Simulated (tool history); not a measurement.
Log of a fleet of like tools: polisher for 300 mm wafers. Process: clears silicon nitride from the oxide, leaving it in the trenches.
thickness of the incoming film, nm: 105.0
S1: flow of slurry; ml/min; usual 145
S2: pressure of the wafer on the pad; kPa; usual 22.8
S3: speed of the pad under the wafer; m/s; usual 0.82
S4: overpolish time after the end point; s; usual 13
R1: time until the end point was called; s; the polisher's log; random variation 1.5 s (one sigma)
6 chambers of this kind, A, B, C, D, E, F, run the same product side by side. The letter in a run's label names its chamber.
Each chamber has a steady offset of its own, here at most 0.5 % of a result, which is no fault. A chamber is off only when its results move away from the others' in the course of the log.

run,hour,S1,S2,S3,S4,R1
1C,2.6,145,22.8,0.82,13,122.74
2A,6.8,145,22.8,0.82,13,123.09
3B,9.7,145,22.8,0.82,13,121.43
4E,13.1,145,22.8,0.82,13,122.83
5F,17.1,145,22.8,0.82,13,122.22
6D,20.2,145,22.8,0.82,13,121.06
7E,22.8,145,22.8,0.82,13,122.18
8F,27.3,145,22.8,0.82,13,122.43
9C,31.6,145,22.8,0.82,13,123.98
10A,35.8,145,20,0.82,13,140.44
11D,39.3,145,20,0.82,13,140.81
12B,42.1,145,20,0.82,13,140.56
# hour 44.1: chamber E: worn pad replaced by a new one
# hour 45.6: chamber D: worn pad replaced by a new one
13B,47.2,145,20,0.82,13,138.57
14C,50.6,145,20,0.82,13,142.05
15A,53.6,145,20,0.82,13,139.06
16E,56.1,145,22.8,0.82,13,123.76
17F,58.3,145,22.8,0.82,13,119.82
18D,60.7,145,22.8,0.82,13,127.58
19E,65.3,145,22.8,0.82,13,122.81
# hour 67.5: chamber F: worn pad replaced by a new one
20D,69.4,145,22.8,0.82,13,119.96
21F,72.1,145,22.8,0.82,13,122.34
22C,75.3,145,22.8,0.82,13,124.85
# hour 79.2: chamber B: slurry nozzle cleaned
23A,79.4,145,22.8,0.82,13,123.42
# hour 81.3: chamber F: slurry nozzle cleaned
24B,82.7,145,22.8,0.58,13,175.1
25E,87.2,145,22.8,0.58,13,172.77
26F,91.9,145,22.8,0.58,13,169.98
# hour 95.1: chamber C: worn pad replaced by a new one
27C,95.7,145,22.8,0.58,13,175.74
# hour 95.8: chamber B: worn pad replaced by a new one
# hour 98.1: chamber F: head pressure recalibrated
28B,99.7,145,22.8,0.58,13,175.19
29A,102.8,145,22.8,0.58,13,172.88
30D,106.6,145,20,0.56,13,213.74
# hour 109.1: chamber C: head pressure recalibrated
# hour 111.5: chamber A: worn pad replaced by a new one
31C,111.5,145,20,0.56,13,203.92
32B,115.1,145,20,0.56,13,203.22
33E,118.4,145,20,0.56,13,201.9
34A,120.8,145,20,0.56,13,202.25
35F,123.5,145,20,0.56,13,203.93
# hour 124.7: chamber C: slurry nozzle cleaned
36D,127.9,145,22.8,0.82,13,129.06
# hour 129.3: chamber A: slurry nozzle cleaned
37E,130.4,145,22.8,0.82,13,122.29
38D,133.3,145,22.8,0.82,13,131.06
39B,137.9,145,22.8,0.82,13,121.56
40F,141,145,22.8,0.82,13,123.78
41C,145.2,145,22.8,0.82,13,123.39
42A,149.4,145,22.8,0.82,13,124.67

All 6 chambers run these settings next. Forecast each chamber's results:
43A,153,145,22.8,0.82,13,?
43B,153,145,22.8,0.82,13,?
43C,153,145,22.8,0.82,13,?
43D,153,145,22.8,0.82,13,?
43E,153,145,22.8,0.82,13,?
43F,153,145,22.8,0.82,13,?

run,R1
43A,123.9
43B,122.31
43C,125.92
43D,132.11
43E,124.69
43F,125.06

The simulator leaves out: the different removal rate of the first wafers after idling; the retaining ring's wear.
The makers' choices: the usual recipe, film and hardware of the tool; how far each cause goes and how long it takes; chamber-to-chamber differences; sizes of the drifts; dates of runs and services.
